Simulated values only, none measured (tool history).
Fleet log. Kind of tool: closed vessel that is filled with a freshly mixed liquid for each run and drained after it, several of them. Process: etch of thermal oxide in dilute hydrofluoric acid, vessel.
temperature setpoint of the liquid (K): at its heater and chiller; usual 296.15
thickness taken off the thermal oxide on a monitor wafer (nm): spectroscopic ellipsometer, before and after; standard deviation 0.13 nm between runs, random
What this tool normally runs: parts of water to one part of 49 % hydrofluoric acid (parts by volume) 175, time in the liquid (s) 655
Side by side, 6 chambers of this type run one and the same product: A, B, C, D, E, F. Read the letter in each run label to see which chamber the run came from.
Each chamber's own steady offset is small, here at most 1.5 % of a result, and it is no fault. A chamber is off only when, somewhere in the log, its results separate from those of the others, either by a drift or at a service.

| run | day | temperature setpoint of the liquid (K) | parts of water to one part of 49 % hydrofluoric acid (parts by volume) | time in the liquid (s) | read-back film thickness of the thermal oxide reference wafer, read on the same gauge (nm) | thickness taken off the thermal oxide on a monitor wafer (nm) |
|---|---|---|---|---|---|---|
| 1D | 0.142 | 296.15 | 175 | 655 | 60.016 | 15.235 |
| 2A | 0.279 | 296.15 | 175 | 655 | 60.041 | 15.478 |
| 3F | 0.392 | 296.15 | 175 | 655 | 59.979 | 15.498 |
| 4E | 0.558 | 296.15 | 175 | 655 | 60.029 | 15.136 |
| 5C | 0.717 | 296.15 | 175 | 655 | 59.999 | 15.555 |
| 6B | 0.829 | 296.15 | 175 | 655 | 60.020 | 15.731 |
| 7E | 0.983 | 296.15 | 175 | 655 | 60.020 | 15.196 |
| 8D | 1.121 | 296.15 | 175 | 655 | 59.999 | 15.435 |
| 9B | 1.267 | 296.15 | 175 | 655 | 59.998 | 15.594 |
| 10F | 1.350 | 296.15 | 175 | 655 | 60.007 | 15.246 |
| 11A | 1.462 | 296.15 | 175 | 655 | 59.971 | 15.491 |
| 12C | 1.579 | 296.15 | 175 | 655 | 60.008 | 15.600 |
| 13B | 1.750 | 291.65 | 175 | 1000 | 60.029 | 19.665 |
| 14D | 1.879 | 291.65 | 175 | 1000 | 60.058 | 19.652 |
| 15F | 2.050 | 291.65 | 175 | 1000 | 60.007 | 19.641 |
| 16A | 2.179 | 291.65 | 175 | 1000 | 59.994 | 19.823 |
| 17E | 2.300 | 291.65 | 175 | 1000 | 60.014 | 19.573 |
| 18C | 2.492 | 291.65 | 175 | 1000 | 60.002 | 20.146 |
| 19E | 2.608 | 296.15 | 175 | 655 | 60.010 | 15.241 |
| 20F | 2.788 | 296.15 | 175 | 655 | 59.988 | 15.432 |
| 21B | 2.967 | 296.15 | 175 | 655 | 60.015 | 15.760 |
| 22D | 3.092 | 296.15 | 175 | 655 | 60.005 | 15.393 |
| 23C | 3.275 | 296.15 | 175 | 655 | 60.033 | 15.671 |
| 24A | 3.446 | 296.15 | 175 | 655 | 60.050 | 15.983 |
| 25F | 3.562 | 296.15 | 175 | 655 | 60.024 | 15.599 |
| 26C | 3.708 | 296.15 | 175 | 655 | 59.996 | 15.744 |
| 27B | 3.875 | 296.15 | 175 | 655 | 60.058 | 15.113 |
| 28A | 3.962 | 296.15 | 175 | 655 | 59.971 | 15.894 |
| 29E | 4.050 | 296.15 | 175 | 655 | 60.006 | 15.129 |
| 30D | 4.200 | 299.65 | 215 | 655 | 60.021 | 13.576 |
| 31B | 4.317 | 299.65 | 215 | 655 | 59.991 | 13.549 |
| 32C | 4.483 | 299.65 | 215 | 655 | 60.038 | 13.613 |
| 33F | 4.596 | 299.65 | 215 | 655 | 60.009 | 13.547 |
| 34E | 4.688 | 299.65 | 215 | 655 | 60.007 | 13.489 |
| 35A | 4.850 | 299.65 | 215 | 655 | 59.975 | 14.497 |
| 36D | 4.996 | 296.15 | 175 | 655 | 59.979 | 15.674 |
| 37F | 5.138 | 296.15 | 145 | 1025 | 60.003 | 30.184 |

All 6 chambers run these settings next. Forecast each chamber's results:
| 38A | 5.279 | 296.15 | 175 | 655 |  | ? |
| 38B | 5.279 | 296.15 | 175 | 655 |  | ? |
| 38C | 5.279 | 296.15 | 175 | 655 |  | ? |
| 38D | 5.279 | 296.15 | 175 | 655 |  | ? |
| 38E | 5.279 | 296.15 | 175 | 655 |  | ? |
| 38F | 5.279 | 296.15 | 175 | 655 |  | ? |

| run | thickness taken off the thermal oxide on a monitor wafer (nm) |
|---|---|
| 38A | 16.648 |
| 38B | 15.375 |
| 38C | 15.453 |
| 38D | 15.193 |
| 38E | 15.364 |
| 38F | 15.403 |
